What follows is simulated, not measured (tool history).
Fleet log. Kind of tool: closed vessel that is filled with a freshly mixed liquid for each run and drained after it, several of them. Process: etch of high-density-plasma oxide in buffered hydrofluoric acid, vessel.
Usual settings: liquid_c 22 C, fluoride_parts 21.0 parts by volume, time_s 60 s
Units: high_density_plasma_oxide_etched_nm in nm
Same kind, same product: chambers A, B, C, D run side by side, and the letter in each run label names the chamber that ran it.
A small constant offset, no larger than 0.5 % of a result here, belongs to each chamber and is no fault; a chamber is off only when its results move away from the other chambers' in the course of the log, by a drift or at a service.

run   hour  liquid_c  fluoride_parts  time_s  hours since the thermometer was replaced  hours since the hydrofluoric acid flow meter was replaced  read-back film thickness of the high-density-plasma oxide reference wafer, read on the same gauge (nm)  high_density_plasma_oxide_etched_nm
 1C    2.2        22            21.0      60                                     858.5                                                      975.8                                                                                                  60.019                               32.682
 2B    7.1        22            21.0      60                                      55.1                                                      146.7                                                                                                  60.011                               32.752
 3D    9.6        22            21.0      60                                     422.4                                                      600.2                                                                                                  59.982                               32.857
 4A   13.6        22            21.0      60                                    1206.0                                                     1089.5                                                                                                  60.005                               32.796
 5B   18.3        22            21.0      60                                      66.3                                                      157.9                                                                                                  59.990                               32.822
 6D   21.9        22            21.0      60                                     434.7                                                      612.5                                                                                                  59.994                               32.847
 7C   24.1        22            16.0      85                                     880.4                                                      997.7                                                                                                  59.982                               59.966
 8A   27.5        22            16.0      85                                    1219.9                                                     1103.4                                                                                                  60.006                               59.485
 9C   30.8        22            16.0      85                                     887.1                                                     1004.4                                                                                                  59.988                               59.983
10D   33.3        22            16.0      85                                     446.1                                                      623.9                                                                                                  60.010                               59.655
11A   37.4        22            28.5      90                                    1229.8                                                     1113.3                                                                                                  60.009                               39.838
12B   40.1        22            28.5      90                                      88.1                                                      179.7                                                                                                  59.988                               39.655
13C   43.0        22            28.5      90                                     899.3                                                     1016.6                                                                                                  60.011                               39.897
14B   47.9        22            28.5      90                                      95.9                                                      187.5                                                                                                  59.993                               39.966
15D   52.8        22            21.0      60                                     465.6                                                      643.4                                                                                                  59.988                               33.106
16A   56.4        22            21.0      60                                    1248.8                                                     1132.3                                                                                                  60.003                               33.016
17A   59.9        22            21.0      60                                    1252.3                                                     1135.8                                                                                                  59.994                               32.939
18C   64.3        22            21.0      60                                     920.6                                                     1037.9                                                                                                  60.014                               32.517
19D   67.8        22            21.0      60                                     480.6                                                      658.4                                                                                                  59.984                               33.020
20B   71.8        22            21.0      60                                     119.8                                                      211.4                                                                                                  60.020                               32.942
21C   75.4        22            21.0      60                                     931.7                                                     1049.0                                                                                                  59.986                               32.201
22D   77.9        22            21.0      60                                     490.7                                                      668.5                                                                                                  60.014                               32.406
23A   83.0        22            21.0      60                                    1275.4                                                     1158.9                                                                                                  60.000                               32.893
24B   88.2        22            21.0      60                                     136.2                                                      227.8                                                                                                  60.013                               32.926
25B   91.4        22            21.0      60                                     139.4                                                      231.0                                                                                                  60.008                               32.590
26C   95.3        22            21.0      60                                     951.6                                                     1068.9                                                                                                  60.009                               32.211
27A   99.1        22            21.0      60                                    1291.5                                                     1175.0                                                                                                  60.004                               32.759
28D  102.1        22            21.0      60                                     514.9                                                      692.7                                                                                                  60.006                               33.126
29C  106.3        22            21.0      60                                     962.6                                                     1079.9                                                                                                  59.983                               31.778
30A  109.1        22            21.0      60                                    1301.5                                                     1185.0                                                                                                  60.003                               32.954
31D  111.8        22            21.0      60                                     524.6                                                      702.4                                                                                                  59.989                               32.858
32B  115.3        22            21.0      60                                     163.3                                                      254.9                                                                                                  60.022                               32.617
33B  117.7        22            21.0      60                                     165.7                                                      257.3                                                                                                  59.985                               32.855
34A  121.4        22            21.0      60                                    1313.8                                                     1197.3                                                                                                  59.999                               32.708
35D  124.5        22            21.0      60                                     537.3                                                      715.1                                                                                                  59.995                               32.917
36C  127.7        22            21.0      60                                     984.0                                                     1101.3                                                                                                  59.981                               31.374
37C  130.3        22            21.0      60                                     986.6                                                     1103.9                                                                                                  60.015                               30.977
38B  133.8        22            16.0      35                                     181.8                                                      273.4                                                                                                  59.964                               24.694
39A  138.1        22            16.0      35                                    1330.5                                                     1214.0                                                                                                  59.973                               24.537
40D  143.3        22            16.0      35                                     556.1                                                      733.9                                                                                                  59.983                               24.695
41B  147.5        22            16.0      35                                     195.5                                                      287.1                                                                                                  59.971                               24.810

Does one chamber stand apart from the rest, does the shared gauge drift, or is all well apart from small per-chamber offsets? Give the chamber and the most likely cause, where there is one.

Chamber C drifts away from the others.
What lies behind it: hydrofluoric acid flow below the setpoint (%) = 9.26.
The log might look much the same if the cause were instead: liquid colder than its thermometer reads (K).

Chamber C could run next with any of the 4 candidate recipes listed below; each alters the usual settings, and their results appear as question marks. Which one brings its results back in line with what the other chambers deliver on the usual settings?
Allowed miss from the other chambers' usual-settings mean, per result, to count as in line: high_density_plasma_oxide_etched_nm 0.590 nm
42C-1  151.2      22.0            20.0      60                                                                                                                                                                                                                                                 ?
42C-2  151.2      22.0            22.0      60                                                                                                                                                                                                                                                 ?
42C-3  151.2      22.0            19.0      60                                                                                                                                                                                                                                                 ?
42C-4  151.2      21.5            22.0      60                                                                                                                                                                                                                                                 ?

The other chambers' mean on the usual settings: high_density_plasma_oxide_etched_nm 32.835 nm
  run  high_density_plasma_oxide_etched_nm
42C-1                               31.867
42C-2                               29.822
42C-3                               33.025
42C-4                               29.004
The answer is 42C-3, which returns the chamber to within the allowed miss of the others.

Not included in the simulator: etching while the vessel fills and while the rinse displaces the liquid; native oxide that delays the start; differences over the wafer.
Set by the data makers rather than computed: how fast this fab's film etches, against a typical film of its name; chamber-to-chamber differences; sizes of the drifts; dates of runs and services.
